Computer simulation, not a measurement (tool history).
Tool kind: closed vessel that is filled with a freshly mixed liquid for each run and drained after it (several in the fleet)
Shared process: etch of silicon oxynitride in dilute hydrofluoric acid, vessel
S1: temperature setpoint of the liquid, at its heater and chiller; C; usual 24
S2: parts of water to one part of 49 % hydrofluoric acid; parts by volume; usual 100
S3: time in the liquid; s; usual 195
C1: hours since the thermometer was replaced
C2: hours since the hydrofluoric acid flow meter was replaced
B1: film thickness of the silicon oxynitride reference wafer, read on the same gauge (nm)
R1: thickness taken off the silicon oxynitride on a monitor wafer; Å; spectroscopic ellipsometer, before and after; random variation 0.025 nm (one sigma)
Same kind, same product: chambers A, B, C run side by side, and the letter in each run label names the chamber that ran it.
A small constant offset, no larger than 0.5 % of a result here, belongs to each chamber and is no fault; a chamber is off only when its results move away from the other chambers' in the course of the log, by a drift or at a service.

run 1A hour=9.2 | S1=24 S2=100 S3=195 | C1=1720.6 C2=1895.2 | B1=60.009 | R1=41.749
run 2B hour=15.4 | S1=24 S2=100 S3=195 | C1=264.4 C2=560.3 | B1=60.000 | R1=41.547
run 3C hour=25.8 | S1=24 S2=100 S3=195 | C1=1042.3 C2=1043.1 | B1=60.000 | R1=41.452
run 4B hour=33.3 | S1=24 S2=100 S3=195 | C1=282.3 C2=578.2 | B1=60.000 | R1=41.447
run 5C hour=39.6 | S1=24 S2=100 S3=195 | C1=1056.1 C2=1056.9 | B1=60.010 | R1=41.756
run 6A hour=47.3 | S1=24 S2=100 S3=195 | C1=1758.7 C2=1933.3 | B1=60.000 | R1=41.802
run 7A hour=52.5 | S1=24 S2=100 S3=195 | C1=1763.9 C2=1938.5 | B1=60.014 | R1=41.274
run 8C hour=60.3 | S1=24 S2=100 S3=195 | C1=1076.8 C2=1077.6 | B1=59.991 | R1=41.803
run 9B hour=65.5 | S1=24 S2=100 S3=195 | C1=314.5 C2=610.4 | B1=60.006 | R1=41.541
run 10C hour=76.9 | S1=24 S2=100 S3=195 | C1=1093.4 C2=1094.2 | B1=60.011 | R1=41.652
-- hour=77.4 chamber B: hydrofluoric acid flow meter replaced
run 11B hour=86.6 | S1=24 S2=100 S3=195 | C1=335.6 C2=9.2 | B1=60.011 | R1=41.684
run 12A hour=92.1 | S1=24 S2=100 S3=195 | C1=1803.5 C2=1978.1 | B1=60.001 | R1=41.746
run 13C hour=102.8 | S1=24 S2=100 S3=90 | C1=1119.3 C2=1120.1 | B1=60.011 | R1=19.159
run 14A hour=112.3 | S1=24 S2=100 S3=90 | C1=1823.7 C2=1998.3 | B1=60.012 | R1=19.293
run 15B hour=121.7 | S1=24 S2=100 S3=90 | C1=370.7 C2=44.3 | B1=60.002 | R1=19.177
run 16B hour=129.5 | S1=24 S2=100 S3=195 | C1=378.5 C2=52.1 | B1=59.977 | R1=41.196
run 17A hour=134.6 | S1=24 S2=100 S3=195 | C1=1846.0 C2=2020.6 | B1=60.008 | R1=41.477
run 18C hour=143.3 | S1=24 S2=100 S3=195 | C1=1159.8 C2=1160.6 | B1=60.008 | R1=41.366
run 19A hour=154.7 | S1=24 S2=100 S3=195 | C1=1866.1 C2=2040.7 | B1=59.995 | R1=41.454
run 20B hour=166.4 | S1=24 S2=100 S3=195 | C1=415.4 C2=89.0 | B1=60.021 | R1=41.463
run 21C hour=177.7 | S1=24 S2=100 S3=195 | C1=1194.2 C2=1195.0 | B1=59.996 | R1=41.261
-- hour=180.9 chamber A: hydrofluoric acid flow meter replaced
run 22B hour=187.7 | S1=24 S2=100 S3=195 | C1=436.7 C2=110.3 | B1=59.987 | R1=41.644
run 23A hour=193.6 | S1=24 S2=100 S3=195 | C1=1905.0 C2=12.7 | B1=59.994 | R1=42.018
run 24C hour=203.9 | S1=24 S2=100 S3=195 | C1=1220.4 C2=1221.2 | B1=60.009 | R1=40.947
run 25B hour=215.0 | S1=24 S2=100 S3=195 | C1=464.0 C2=137.6 | B1=60.005 | R1=41.907
run 26C hour=223.5 | S1=24 S2=100 S3=195 | C1=1240.0 C2=1240.8 | B1=59.990 | R1=40.526
run 27A hour=234.1 | S1=24 S2=100 S3=195 | C1=1945.5 C2=53.2 | B1=60.007 | R1=41.577
run 28A hour=245.1 | S1=24 S2=100 S3=100 | C1=1956.5 C2=64.2 | B1=60.006 | R1=21.415
run 29B hour=254.9 | S1=24 S2=100 S3=100 | C1=503.9 C2=177.5 | B1=59.992 | R1=21.222
run 30C hour=263.0 | S1=24 S2=100 S3=100 | C1=1279.5 C2=1280.3 | B1=60.014 | R1=20.783
run 31C hour=268.1 | S1=24 S2=100 S3=195 | C1=1284.6 C2=1285.4 | B1=59.992 | R1=40.495
run 32A hour=277.7 | S1=24 S2=100 S3=195 | C1=1989.1 C2=96.8 | B1=60.010 | R1=41.580
run 33B hour=284.8 | S1=24 S2=100 S3=195 | C1=533.8 C2=207.4 | B1=59.984 | R1=41.193
run 34C hour=294.3 | S1=24 S2=100 S3=195 | C1=1310.8 C2=1311.6 | B1=59.993 | R1=40.360
run 35A hour=301.6 | S1=24 S2=100 S3=195 | C1=2013.0 C2=120.7 | B1=59.984 | R1=41.584
run 36B hour=312.9 | S1=24 S2=100 S3=195 | C1=561.9 C2=235.5 | B1=59.993 | R1=41.591
run 37C hour=323.3 | S1=24 S2=100 S3=195 | C1=1339.8 C2=1340.6 | B1=60.016 | R1=40.147
run 38B hour=331.0 | S1=24 S2=100 S3=195 | C1=580.0 C2=253.6 | B1=60.010 | R1=41.379
run 39A hour=340.2 | S1=24 S2=100 S3=195 | C1=2051.6 C2=159.3 | B1=60.007 | R1=41.384
run 40C hour=348.5 | S1=24 S2=100 S3=195 | C1=1365.0 C2=1365.8 | B1=60.005 | R1=39.992

Next, every chamber runs the same settings. What will each give?
run 41A hour=356.9 | S1=26 S2=100 S3=195 | R1=?
run 41B hour=356.9 | S1=26 S2=100 S3=195 | R1=?
run 41C hour=356.9 | S1=26 S2=100 S3=195 | R1=?

run=41A R1=45.963
run=41B R1=45.655
run=41C R1=43.444
